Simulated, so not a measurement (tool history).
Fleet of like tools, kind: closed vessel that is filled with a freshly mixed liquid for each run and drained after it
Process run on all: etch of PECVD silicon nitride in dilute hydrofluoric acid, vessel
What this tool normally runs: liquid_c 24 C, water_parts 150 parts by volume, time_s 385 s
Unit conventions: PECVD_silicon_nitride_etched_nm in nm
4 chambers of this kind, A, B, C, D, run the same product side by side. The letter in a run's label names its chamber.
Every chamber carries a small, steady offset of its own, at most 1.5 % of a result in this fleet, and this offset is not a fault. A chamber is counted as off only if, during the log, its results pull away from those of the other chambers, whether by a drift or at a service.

run,day,liquid_c,water_parts,time_s,"read-back film thickness of the PECVD silicon nitride reference wafer, read on the same gauge (nm)",PECVD_silicon_nitride_etched_nm
1B,0.6,24,150,385,70.01,11.702
2C,0.9,24,150,385,69.993,11.567
3D,1.312,24,150,385,70.035,11.39
4A,1.725,24,150,385,70.006,11.391
5B,2.112,24,150,385,70.011,11.802
6C,2.779,24,150,385,70.015,11.5
7A,3.204,28,150,385,69.999,14.828
8D,3.825,28,150,385,70.042,14.763
# day 3.912: chamber A: hydrofluoric acid flow meter replaced
9D,4.258,28,150,385,69.988,14.926
10B,4.633,28,150,385,70.011,15.019
11A,5.304,24,150,385,69.957,11.401
12C,5.9,21,85,385,69.975,16.622
13A,6.354,21,85,385,70.019,16.491
14D,6.712,21,85,385,70.028,16.646
15B,7.317,21,85,385,69.985,16.957
16C,7.817,24,150,385,70.018,11.501
17C,8.167,24,150,385,69.988,11.359
18D,8.788,24,150,385,69.983,11.782
19A,9.383,24,150,385,69.983,11.375
20B,9.996,24,150,385,70.009,11.623
21B,10.479,24,150,385,69.988,11.77
22C,11.154,24,150,385,69.964,11.531
23D,11.65,24,215,385,69.963,8.3811
# day 12.104: chamber D: thermometer replaced
24A,12.133,24,215,385,69.996,8.0509
25D,12.7,24,215,385,70.025,8.3634
26A,13.129,24,215,385,69.991,8.0403
27C,13.525,24,150,385,69.993,11.332
28B,14.112,24,150,385,69.996,11.658
29C,14.571,24,150,385,70.042,11.53

All chambers now run identical settings, listed one chamber a line with results as question marks. What results will each chamber show?
30A,15.067,24,150,385,,?
30B,15.067,24,150,385,,?
30C,15.067,24,150,385,,?
30D,15.067,24,150,385,,?

run,PECVD_silicon_nitride_etched_nm
30A,11.471
30B,11.622
30C,11.503
30D,12.203
